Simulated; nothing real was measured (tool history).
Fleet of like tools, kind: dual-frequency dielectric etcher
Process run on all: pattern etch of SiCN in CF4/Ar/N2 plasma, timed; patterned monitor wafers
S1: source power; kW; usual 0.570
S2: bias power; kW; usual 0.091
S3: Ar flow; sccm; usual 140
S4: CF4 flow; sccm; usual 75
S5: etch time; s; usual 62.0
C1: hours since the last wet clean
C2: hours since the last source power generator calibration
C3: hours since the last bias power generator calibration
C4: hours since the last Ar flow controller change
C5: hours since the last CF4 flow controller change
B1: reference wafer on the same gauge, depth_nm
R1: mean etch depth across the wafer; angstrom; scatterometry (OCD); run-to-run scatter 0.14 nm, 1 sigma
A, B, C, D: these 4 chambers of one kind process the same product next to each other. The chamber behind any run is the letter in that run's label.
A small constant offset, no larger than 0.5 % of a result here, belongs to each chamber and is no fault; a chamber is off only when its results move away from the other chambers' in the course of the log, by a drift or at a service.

run   hour     S1     S2   S3  S4    S5     C1      C2      C3      C4      C5      B1      R1
 1C    4.0  0.570  0.091  140  75  62.0  238.6   179.4  1324.2   826.4  2288.8  56.322  683.09
 2A    7.6  0.570  0.091  140  75  62.0  188.1   147.8  2777.3  1354.7   152.0  56.317  682.68
 3B   14.0  0.570  0.091  140  75  62.0  246.8  2570.5  2170.3  2506.1  3398.4  56.274  686.60
 4D   20.4  0.570  0.091  140  75  62.0  453.1   379.6  1391.7   275.3   207.7  56.293  687.58
 5A   26.0  0.640  0.091  140  75  46.5  206.5   166.2  2795.7  1373.1   170.4  56.318  567.92
 6C   32.3  0.640  0.091  140  75  46.5  266.9   207.7  1352.5   854.7  2317.1  56.315  566.42
 7D   37.9  0.640  0.091  140  75  46.5  470.6   397.1  1409.2   292.8   225.2  56.326  569.38
 8B   43.7  0.640  0.091  140  75  46.5  276.5  2600.2  2200.0  2535.8  3428.1  56.307  568.71
 9A   50.0  0.570  0.102  140  75  62.0  230.5   190.2  2819.7  1397.1   194.4  56.300  712.60
10C   56.8  0.570  0.102  140  75  62.0  291.4   232.2  1377.0   879.2  2341.6  56.258  715.13
11B   59.9  0.570  0.102  140  75  62.0  292.7  2616.4  2216.2  2552.0  3444.3  56.283  717.70
12D   65.2  0.570  0.102  140  75  62.0  497.9   424.4  1436.5   320.1   252.5  56.299  715.21
13A   71.7  0.570  0.091  140  75  62.0  252.2   211.9  2841.4  1418.8   216.1  56.266  682.04
14B   77.7  0.530  0.091  140  75  62.0  310.5  2634.2  2234.0  2569.8  3462.1  56.306  640.84
15C   81.9  0.530  0.091  140  75  62.0  316.5   257.3  1402.1   904.3  2366.7  56.285  641.15
16D   87.3  0.530  0.091  140  75  62.0  520.0   446.5  1458.6   342.2   274.6  56.324  644.04
17D   92.0  0.530  0.091  140  75  62.0  524.7   451.2  1463.3   346.9   279.3  56.302  645.14
18B   95.9  0.570  0.091  140  75  62.0  328.7  2652.4  2252.2  2588.0  3480.3  56.287  684.28
19C  102.3  0.570  0.091  140  75  62.0  336.9   277.7  1422.5   924.7  2387.1  56.312  685.83
20A  106.0  0.570  0.091  140  75  62.0  286.5   246.2  2875.7  1453.1   250.4  56.343  686.35
21D  109.0  0.570  0.091  140  75  62.0  541.7   468.2  1480.3   363.9   296.3  56.289  685.62
22A  113.6  0.570  0.091  140  75  62.0  294.1   253.8  2883.3  1460.7   258.0  56.312  683.62
23B  116.9  0.570  0.091  140  75  62.0  349.7  2673.4  2273.2  2609.0  3501.3  56.284  688.87
24C  122.1  0.570  0.091  140  75  62.0  356.7   297.5  1442.3   944.5  2406.9  56.305  684.43
25A  126.0  0.570  0.091  140  75  62.0  306.5   266.2  2895.7  1473.1   270.4  56.317  685.89
26C  130.8  0.570  0.091  140  75  62.0  365.4   306.2  1451.0   953.2  2415.6  56.308  687.63
27D  134.7  0.570  0.091  140  75  62.0  567.4   493.9  1506.0   389.6   322.0  56.288  687.07
28B  140.7  0.570  0.091  140  75  62.0  373.5  2697.2  2297.0  2632.8  3525.1  56.317  685.75
29C  144.1  0.570  0.091  140  82  62.0  378.7   319.5  1464.3   966.5  2428.9  56.273  696.14
30D  149.7  0.570  0.091  140  82  62.0  582.4   508.9  1521.0   404.6   337.0  56.341  694.51
31A  153.7  0.570  0.091  140  82  62.0  334.2   293.9  2923.4  1500.8   298.1  56.320  692.03
32B  157.5  0.570  0.091  140  82  62.0  390.3  2714.0  2313.8  2649.6  3541.9  56.295  692.80

The same settings go to every chamber for the next run, one line per chamber below. Forecast the results for each:
33A  162.4  0.450  0.091  140  75  62.0                           ?
33B  162.4  0.450  0.091  140  75  62.0                           ?
33C  162.4  0.450  0.091  140  75  62.0                           ?
33D  162.4  0.450  0.091  140  75  62.0                           ?

run      R1
33A  556.18
33B  558.43
33C  558.76
33D  559.80
